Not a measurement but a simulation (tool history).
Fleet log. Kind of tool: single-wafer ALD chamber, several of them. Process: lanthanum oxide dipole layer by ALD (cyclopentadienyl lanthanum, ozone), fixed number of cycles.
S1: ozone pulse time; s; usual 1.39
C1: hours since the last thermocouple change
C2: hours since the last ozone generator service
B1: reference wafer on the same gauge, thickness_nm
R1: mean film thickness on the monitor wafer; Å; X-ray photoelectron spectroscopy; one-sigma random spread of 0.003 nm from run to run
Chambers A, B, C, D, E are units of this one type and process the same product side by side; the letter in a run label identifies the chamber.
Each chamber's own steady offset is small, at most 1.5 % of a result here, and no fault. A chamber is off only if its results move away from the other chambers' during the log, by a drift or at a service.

{"run": "1D", "hour": 3.7, "S1": 1.39, "C1": 1062.4, "C2": 885.5, "B1": 0.64216, "R1": 5.4536}
{"run": "2A", "hour": 7.7, "S1": 1.39, "C1": 222.8, "C2": 1669.5, "B1": 0.64196, "R1": 5.397}
{"run": "3E", "hour": 14.9, "S1": 1.39, "C1": 2641.8, "C2": 773.9, "B1": 0.64225, "R1": 5.3729}
{"run": "4C", "hour": 20.6, "S1": 1.39, "C1": 799.2, "C2": 1736.3, "B1": 0.64162, "R1": 5.4084}
{"run": "5B", "hour": 27.3, "S1": 1.39, "C1": 1421.5, "C2": 760.7, "B1": 0.6418, "R1": 5.3836}
{"run": "6A", "hour": 30.6, "S1": 1.39, "C1": 245.7, "C2": 1692.4, "B1": 0.64165, "R1": 5.3959}
{"run": "7C", "hour": 36.5, "S1": 1.85, "C1": 815.1, "C2": 1752.2, "B1": 0.64147, "R1": 5.619}
{"run": "8B", "hour": 41.4, "S1": 1.85, "C1": 1435.6, "C2": 774.8, "B1": 0.6427, "R1": 5.6879}
{"run": "9D", "hour": 45.6, "S1": 1.85, "C1": 1104.3, "C2": 927.4, "B1": 0.64222, "R1": 5.6631}
{"run": "10E", "hour": 51.9, "S1": 1.85, "C1": 2678.8, "C2": 810.9, "B1": 0.64191, "R1": 5.5245}
{"hour": 52.7, "done": "chamber C: ozone generator serviced"}
{"run": "11C", "hour": 55.3, "S1": 1.85, "C1": 833.9, "C2": 2.6, "B1": 0.64184, "R1": 5.5913}
{"run": "12B", "hour": 59.1, "S1": 1.39, "C1": 1453.3, "C2": 792.5, "B1": 0.64193, "R1": 5.4085}
{"run": "13A", "hour": 64.8, "S1": 1.39, "C1": 279.9, "C2": 1726.6, "B1": 0.64182, "R1": 5.43}
{"run": "14E", "hour": 70.6, "S1": 1.39, "C1": 2697.5, "C2": 829.6, "B1": 0.64216, "R1": 5.4318}
{"run": "15D", "hour": 75.6, "S1": 1.39, "C1": 1134.3, "C2": 957.4, "B1": 0.64216, "R1": 5.4685}
{"run": "16C", "hour": 80.2, "S1": 1.39, "C1": 858.8, "C2": 27.5, "B1": 0.64156, "R1": 5.4322}
{"run": "17B", "hour": 85.8, "S1": 1.92, "C1": 1480.0, "C2": 819.2, "B1": 0.64209, "R1": 5.6485}
{"run": "18D", "hour": 90.3, "S1": 1.92, "C1": 1149.0, "C2": 972.1, "B1": 0.64202, "R1": 5.7215}
{"run": "19A", "hour": 93.6, "S1": 1.92, "C1": 308.7, "C2": 1755.4, "B1": 0.64203, "R1": 5.6026}
{"run": "20E", "hour": 100.6, "S1": 1.92, "C1": 2727.5, "C2": 859.6, "B1": 0.64133, "R1": 5.5687}
{"run": "21C", "hour": 104.0, "S1": 1.92, "C1": 882.6, "C2": 51.3, "B1": 0.64237, "R1": 5.6453}
{"run": "22B", "hour": 109.8, "S1": 1.39, "C1": 1504.0, "C2": 843.2, "B1": 0.64106, "R1": 5.3011}
{"run": "23D", "hour": 113.7, "S1": 1.39, "C1": 1172.4, "C2": 995.5, "B1": 0.64233, "R1": 5.3761}
{"run": "24E", "hour": 118.7, "S1": 1.39, "C1": 2745.6, "C2": 877.7, "B1": 0.64181, "R1": 5.3328}
{"run": "25A", "hour": 123.4, "S1": 1.39, "C1": 338.5, "C2": 1785.2, "B1": 0.6424, "R1": 5.436}
{"run": "26E", "hour": 128.7, "S1": 1.13, "C1": 2755.6, "C2": 887.7, "B1": 0.64356, "R1": 5.078}
{"run": "27B", "hour": 134.8, "S1": 1.13, "C1": 1529.0, "C2": 868.2, "B1": 0.64231, "R1": 4.9069}
{"run": "28C", "hour": 139.5, "S1": 1.13, "C1": 918.1, "C2": 86.8, "B1": 0.64155, "R1": 5.1214}
{"run": "29D", "hour": 143.6, "S1": 1.13, "C1": 1202.3, "C2": 1025.4, "B1": 0.64301, "R1": 5.1398}
{"run": "30A", "hour": 147.7, "S1": 1.13, "C1": 362.8, "C2": 1809.5, "B1": 0.64196, "R1": 5.1861}
{"run": "31A", "hour": 151.5, "S1": 1.39, "C1": 366.6, "C2": 1813.3, "B1": 0.6415, "R1": 5.4189}
{"run": "32B", "hour": 157.3, "S1": 1.39, "C1": 1551.5, "C2": 890.7, "B1": 0.64192, "R1": 5.1409}
{"run": "33D", "hour": 162.2, "S1": 1.22, "C1": 1220.9, "C2": 1044.0, "B1": 0.64238, "R1": 5.3135}

The same settings go to every chamber for the next run, one line per chamber below. Forecast the results for each:
{"run": "34A", "hour": 167.4, "S1": 1.89, "R1": "?"}
{"run": "34B", "hour": 167.4, "S1": 1.89, "R1": "?"}
{"run": "34C", "hour": 167.4, "S1": 1.89, "R1": "?"}
{"run": "34D", "hour": 167.4, "S1": 1.89, "R1": "?"}
{"run": "34E", "hour": 167.4, "S1": 1.89, "R1": "?"}

run=34A R1=5.6244
run=34B R1=5.4824
run=34C R1=5.5643
run=34D R1=5.6846
run=34E R1=5.5790

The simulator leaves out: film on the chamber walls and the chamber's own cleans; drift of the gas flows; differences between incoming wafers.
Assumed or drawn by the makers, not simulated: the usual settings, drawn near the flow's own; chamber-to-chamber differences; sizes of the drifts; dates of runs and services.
